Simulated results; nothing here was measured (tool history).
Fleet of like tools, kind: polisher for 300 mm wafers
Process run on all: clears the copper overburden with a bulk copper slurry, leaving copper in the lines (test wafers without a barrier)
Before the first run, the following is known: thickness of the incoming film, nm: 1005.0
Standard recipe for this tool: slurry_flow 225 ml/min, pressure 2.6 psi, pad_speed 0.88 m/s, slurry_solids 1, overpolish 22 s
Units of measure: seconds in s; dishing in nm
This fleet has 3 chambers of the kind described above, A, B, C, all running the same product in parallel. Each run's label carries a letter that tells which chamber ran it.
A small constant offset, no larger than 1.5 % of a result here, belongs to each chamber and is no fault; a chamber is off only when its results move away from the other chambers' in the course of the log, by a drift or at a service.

run	hour	slurry_flow	pressure	pad_speed	slurry_solids	overpolish	wafers polished on this pad	hours since the slurry nozzle was cleaned	hours since the head pressure was calibrated	hours since the slurry blender was calibrated	seconds	dishing
# hour 5.5: chamber B: worn pad replaced by a new one
1A	7.5	225	2.6	0.88	1	22	672	33.1	508.8	161.4	168.76	70.403
# hour 9.7: chamber C: slurry nozzle cleaned
# hour 10: chamber C: worn pad replaced by a new one
# hour 10: chamber A: slurry blender recalibrated
2B	13.5	225	2.6	0.88	1	22	77	100.1	445.1	62.1	166.51	70.619
# hour 22.4: chamber A: worn pad replaced by a new one
3C	25.9	225	2.6	0.88	1	22	152	16.2	407	26.1	167.7	71.989
4C	33.8	225	2.6	0.88	1	22	228	24.1	414.9	34	166.71	68.862
5B	39.4	225	2.6	0.72	1	22	325	126	471	88	204.69	62.003
6A	48.7	225	2.6	0.72	1	22	253	74.3	550	38.7	204.91	63.368
7A	59.3	225	2.6	0.72	1	22	354	84.9	560.6	49.3	204.01	61.794
8C	69.8	225	2.6	0.88	1	22	573	60.1	450.9	70	169.12	68.056
9B	79.8	225	2.6	0.88	1	22	713	166.4	511.4	128.4	166.18	67.253
# hour 82.5: chamber C: worn pad replaced by a new one
10B	88.9	225	2.6	0.88	1	22	800	175.5	520.5	137.5	168.21	68.343
11C	100.5	225	2.6	0.88	1	22	173	90.8	481.6	100.7	168.21	67.855
12A	110	225	2.6	0.88	1	22	840	135.6	611.3	100	163.73	70.404
# hour 115: chamber A: worn pad replaced by a new one
13C	117.8	225	2.6	0.88	1	22	339	108.1	498.9	118	169.31	70.117
14A	125.5	225	2.6	0.88	1	22	100	151.1	626.8	115.5	167.81	68.157
15B	133.8	225	2.6	0.88	1	22	1230	220.4	565.4	182.4	170.44	67.656
# hour 142.9: chamber C: worn pad replaced by a new one
16C	143.7	225	2.6	0.88	1	22	8	134	524.8	143.9	168.29	67.89
# hour 145.6: chamber B: worn pad replaced by a new one
17A	151.7	225	2.6	0.88	1	22	352	177.3	653	141.7	170.52	68.383
# hour 152.9: chamber A: slurry blender recalibrated
18B	158.5	225	2.6	0.88	1	22	123	245.1	590.1	207.1	167.06	68.447
19C	166.2	225	2.6	0.88	1	22	223	156.5	547.3	166.4	165.33	70.879
20A	177.4	225	2.6	0.88	1	22	598	203	678.7	24.6	167.45	70.668
21B	183.5	225	2.3	0.88	1	22	363	270.1	615.1	232.1	191.56	61.723
22C	193.5	225	2.3	0.88	1	22	485	183.8	574.6	193.7	188.28	62.058
23B	205.7	225	2.3	0.88	1	22	576	292.3	637.3	254.3	188.73	64.343
# hour 212.8: chamber A: worn pad replaced by a new one
24A	213.3	225	2.6	0.88	1	22	5	238.9	714.6	60.5	167.59	69.223
# hour 218.7: chamber C: worn pad replaced by a new one
25A	225.6	225	2.6	0.88	1	22	123	251.2	726.9	72.8	166.25	68.626
26B	232.9	225	2.6	0.88	1	22	837	319.5	664.5	281.5	163.14	70.25
27C	242.2	225	2.6	0.88	1	22	226	232.5	623.3	242.4	165.86	70.816
28A	248.8	225	2.6	0.88	1	22	345	274.4	750.1	96	170.24	68.755
# hour 251.3: chamber B: head pressure recalibrated
29B	257.5	225	2.6	0.88	1	22	1073	344.1	6.3	306.1	167.32	71.582
30C	266.1	225	2.6	0.88	1	22	455	256.4	647.2	266.3	170.91	70.175
# hour 267.5: chamber B: worn pad replaced by a new one
# hour 271.2: chamber C: head pressure recalibrated
31C	273.4	225	2.6	0.88	1	22	525	263.7	2.2	273.6	165.59	69.872
# hour 277.7: chamber C: slurry blender recalibrated
32B	280	225	2.6	0.88	0.85	10	120	366.6	28.8	328.6	174.16	39.709
# hour 281.1: chamber C: worn pad replaced by a new one
# hour 286.8: chamber A: worn pad replaced by a new one
33A	289.2	225	2.6	0.88	0.85	10	23	314.8	790.5	136.4	171.69	39.325
34B	300.1	225	2.6	0.88	0.85	10	313	386.7	48.9	348.7	174.88	38.413
35A	311.2	225	2.6	0.76	1	22	234	336.8	812.5	158.4	190.88	64.6
# hour 319.2: chamber A: slurry blender recalibrated
36C	320.5	225	2.6	0.76	1	22	378	310.8	49.3	42.8	198.56	62.777
37B	333.2	225	2.6	0.76	1	22	630	419.8	82	381.8	194.33	62.208
38A	344.8	225	2.6	0.88	1	22	556	370.4	846.1	25.7	167.46	67.268

Read the log: is a single chamber off, either drifting away or since a service, is the gauge that measures every chamber drifting, or is nothing wrong beyond small per-chamber offsets? Name any odd chamber and what most likely caused it.

The fleet is healthy, with each chamber sitting at its usual small offset and no drift in the gauge.

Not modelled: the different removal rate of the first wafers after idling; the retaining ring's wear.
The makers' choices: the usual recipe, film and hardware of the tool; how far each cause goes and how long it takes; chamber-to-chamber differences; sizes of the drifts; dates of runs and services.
